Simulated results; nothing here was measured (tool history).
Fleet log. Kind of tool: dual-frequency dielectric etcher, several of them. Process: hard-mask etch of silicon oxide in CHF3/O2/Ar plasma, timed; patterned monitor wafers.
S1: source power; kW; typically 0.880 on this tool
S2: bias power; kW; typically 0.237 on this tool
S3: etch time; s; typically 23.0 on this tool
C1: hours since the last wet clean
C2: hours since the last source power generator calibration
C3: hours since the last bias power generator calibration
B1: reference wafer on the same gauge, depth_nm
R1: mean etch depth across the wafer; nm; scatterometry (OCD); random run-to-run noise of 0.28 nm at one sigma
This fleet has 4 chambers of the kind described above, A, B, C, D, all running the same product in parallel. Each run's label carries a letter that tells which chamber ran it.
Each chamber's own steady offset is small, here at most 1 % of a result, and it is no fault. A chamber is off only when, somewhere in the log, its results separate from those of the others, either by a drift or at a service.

Run 1C, hour 5.5: usual settings; C1 180.6; C2 1527.5; C3 2282.3; B1 64.409. Result: R1 57.192 nm.
Run 2A, hour 12.0: usual settings; C1 151.8; C2 3100.8; C3 3756.8; B1 64.417. Result: R1 58.509 nm.
Run 3D, hour 16.2: usual settings; C1 607.0; C2 1431.4; C3 2088.1; B1 64.479. Result: R1 58.202 nm.
Run 4B, hour 20.8: usual settings; C1 384.2; C2 1984.0; C3 1758.4; B1 64.393. Result: R1 57.906 nm.
Run 5C, hour 24.2: usual settings but S1 0.670 kW, S3 28.0 s; C1 199.3; C2 1546.2; C3 2301.0; B1 64.335. Result: R1 63.442 nm.
Run 6B, hour 28.6: usual settings but S1 0.670 kW, S3 28.0 s; C1 392.0; C2 1991.8; C3 1766.2; B1 64.397. Result: R1 63.203 nm.
Run 7D, hour 32.5: usual settings but S1 0.670 kW, S3 28.0 s; C1 623.3; C2 1447.7; C3 2104.4; B1 64.390. Result: R1 63.966 nm.
Run 8A, hour 36.0: usual settings but S1 0.670 kW, S3 28.0 s; C1 175.8; C2 3124.8; C3 3780.8; B1 64.375. Result: R1 63.708 nm.
Run 9A, hour 41.4: usual settings; C1 181.2; C2 3130.2; C3 3786.2; B1 64.410. Result: R1 58.067 nm.
Run 10C, hour 44.6: usual settings; C1 219.7; C2 1566.6; C3 2321.4; B1 64.367. Result: R1 57.933 nm.
Run 11D, hour 50.2: usual settings; C1 641.0; C2 1465.4; C3 2122.1; B1 64.432. Result: R1 57.980 nm.
Run 12B, hour 55.6: usual settings; C1 419.0; C2 2018.8; C3 1793.2; B1 64.461. Result: R1 57.788 nm.
Run 13C, hour 62.3: usual settings; C1 237.4; C2 1584.3; C3 2339.1; B1 64.464. Result: R1 56.977 nm.
Run 14D, hour 65.9: usual settings but S3 25.5 s; C1 656.7; C2 1481.1; C3 2137.8; B1 64.424. Result: R1 64.033 nm.
At hour 66.3: chamber B: wet clean of the chamber.
Run 15B, hour 69.2: usual settings but S3 25.5 s; C1 2.9; C2 2032.4; C3 1806.8; B1 64.472. Result: R1 63.804 nm.
Run 16A, hour 72.9: usual settings but S3 25.5 s; C1 212.7; C2 3161.7; C3 3817.7; B1 64.426. Result: R1 64.700 nm.
Run 17C, hour 76.9: usual settings but S3 25.5 s; C1 252.0; C2 1598.9; C3 2353.7; B1 64.414. Result: R1 63.446 nm.
At hour 81.0: chamber D: wet clean of the chamber.
Run 18A, hour 81.7: usual settings; C1 221.5; C2 3170.5; C3 3826.5; B1 64.403. Result: R1 58.262 nm.
Run 19D, hour 84.8: usual settings; C1 3.8; C2 1500.0; C3 2156.7; B1 64.417. Result: R1 58.598 nm.
Run 20B, hour 91.4: usual settings; C1 25.1; C2 2054.6; C3 1829.0; B1 64.363. Result: R1 57.937 nm.
Run 21C, hour 95.3: usual settings; C1 270.4; C2 1617.3; C3 2372.1; B1 64.393. Result: R1 57.516 nm.
Run 22D, hour 101.4: usual settings; C1 20.4; C2 1516.6; C3 2173.3; B1 64.453. Result: R1 57.722 nm.
Run 23A, hour 106.6: usual settings; C1 246.4; C2 3195.4; C3 3851.4; B1 64.386. Result: R1 57.851 nm.
Run 24B, hour 112.2: usual settings; C1 45.9; C2 2075.4; C3 1849.8; B1 64.340. Result: R1 57.965 nm.
Run 25D, hour 116.0: usual settings; C1 35.0; C2 1531.2; C3 2187.9; B1 64.392. Result: R1 57.887 nm.

One chamber off, gauge drift, or nothing amiss beyond the chambers' own small offsets? If it is a chamber, which one, and what is the likeliest cause?

Beyond each chamber's small constant offset nothing stands out, and the gauge stays steady.

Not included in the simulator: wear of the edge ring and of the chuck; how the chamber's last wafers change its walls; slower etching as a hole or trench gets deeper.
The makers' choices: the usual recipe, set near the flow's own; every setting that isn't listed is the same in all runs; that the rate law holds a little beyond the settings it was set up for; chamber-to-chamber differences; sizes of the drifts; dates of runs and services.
